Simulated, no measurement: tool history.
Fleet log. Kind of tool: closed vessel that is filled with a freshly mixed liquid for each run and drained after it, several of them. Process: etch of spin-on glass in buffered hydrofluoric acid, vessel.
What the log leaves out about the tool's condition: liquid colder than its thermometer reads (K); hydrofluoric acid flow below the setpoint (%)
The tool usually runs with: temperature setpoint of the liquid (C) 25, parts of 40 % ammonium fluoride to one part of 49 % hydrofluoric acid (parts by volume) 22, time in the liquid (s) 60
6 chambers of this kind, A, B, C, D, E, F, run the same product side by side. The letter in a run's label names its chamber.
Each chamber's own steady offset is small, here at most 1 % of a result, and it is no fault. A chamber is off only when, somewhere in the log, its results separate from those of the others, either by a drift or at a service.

run,hour,temperature setpoint of the liquid (C),parts of 40 % ammonium fluoride to one part of 49 % hydrofluoric acid (parts by volume),time in the liquid (s),hours since the thermometer was replaced,hours since the hydrofluoric acid flow meter was replaced,"read-back film thickness of the spin-on glass reference wafer, read on the same gauge (nm)",thickness taken off the spin-on glass on a monitor wafer (Å)
1C,7.4,25,22,60,174.0,613.0,50.007,926.46
2D,15.6,25,22,60,1618.9,332.6,50.038,924.84
3F,22.3,25,22,60,190.5,379.8,50.022,918.06
4A,28.3,25,22,60,711.0,203.5,49.999,923.97
5E,36.2,25,22,60,1452.7,1959.0,49.986,928.67
6B,44.0,25,22,60,1527.5,283.6,49.998,923.09
7D,49.2,25,22,60,1652.5,366.2,50.017,927.96
8C,54.6,25,22,60,221.2,660.2,49.984,923.17
9F,62.3,25,22,60,230.5,419.8,50.008,937.16
10B,70.9,25,28,60,1554.4,310.5,50.050,784.39
11E,77.4,25,28,60,1493.9,2000.2,50.003,779.47
12A,82.7,25,28,60,765.4,257.9,50.015,785.71
13B,91.1,25,28,60,1574.6,330.7,50.015,765.78
14A,98.5,25,28,60,781.2,273.7,50.025,783.06
15D,105.4,25,28,60,1708.7,422.4,50.030,791.73
16C,113.1,25,22,60,279.7,718.7,50.001,919.81
# hour 116.0: chamber E: hydrofluoric acid flow meter replaced
17E,117.2,25,22,60,1533.7,1.3,50.004,923.97
18F,123.3,25,22,60,291.5,480.8,50.023,920.27
19C,130.1,25,22,60,296.7,735.7,50.000,926.77
20F,133.8,25,22,60,302.0,491.3,49.996,922.42
21D,139.7,25,22,60,1743.0,456.7,50.010,923.56
22B,145.7,25,22,60,1629.2,385.3,50.020,905.82
23E,149.4,25,22,60,1565.9,33.5,49.998,928.76
24A,157.8,25,22,60,840.5,333.0,50.022,926.02
25D,164.0,25,22,60,1767.3,481.0,50.046,929.21
26A,170.5,25,22,60,853.2,345.7,49.993,920.41
27B,177.3,25,22,60,1660.8,416.9,50.036,888.91
28C,184.9,25,22,60,351.5,790.5,49.985,923.41
29E,191.5,25,22,60,1608.0,75.6,50.035,913.84
30F,198.6,25,22,60,366.8,556.1,49.980,915.75
31E,206.1,25,22,60,1622.6,90.2,50.005,923.32
32D,213.7,25,22,60,1817.0,530.7,49.975,921.63
33B,222.2,25,22,60,1705.7,461.8,50.025,862.60
34C,226.7,25,22,60,393.3,832.3,50.011,923.58
35F,230.5,25,22,60,398.7,588.0,50.018,924.48
# hour 231.4: chamber C: hydrofluoric acid flow meter replaced
36A,238.2,25,18,60,920.9,413.4,49.965,1108.50
37C,244.2,25,18,60,410.8,12.9,50.018,1099.00
38A,250.5,25,18,60,933.2,425.7,49.964,1106.20
39D,254.5,25,18,60,1857.8,571.5,50.008,1081.60
40B,258.4,25,18,60,1741.9,498.0,49.975,1003.90
41E,266.0,25,18,60,1682.5,150.1,49.965,1090.10

Is one chamber out of step, is the gauge drifting, or do the chambers differ by no more than their own small offsets? For an off chamber, give its letter and the likeliest cause.

Little by little, chamber B moves away from the other chambers.
What lies behind it: liquid colder than its thermometer reads (K) = 1.47.
From this log alone, it may not be told apart from: hydrofluoric acid flow below the setpoint (%).

Below are 4 candidate recipes for chamber B's next run, each the usual settings with a change, their results shown as question marks. Which of them brings B's results back in line with what the other chambers give on the usual settings?
A result is in line if it is within this distance of the other chambers' mean on the usual settings: thickness taken off the spin-on glass on a monitor wafer (Å) 22.00
42B-1,272.1,25.0,24.5,60,,,,?
42B-2,272.1,24.5,22.5,60,,,,?
42B-3,272.1,25.0,22.0,65,,,,?
42B-4,272.1,25.5,21.5,60,,,,?

Mean of the other chambers on the usual settings: thickness taken off the spin-on glass on a monitor wafer (Å) 924.47
run,thickness taken off the spin-on glass on a monitor wafer (Å)
42B-1,790.02
42B-2,814.99
42B-3,921.70
42B-4,888.41
42B-3 brings the chamber back in line.
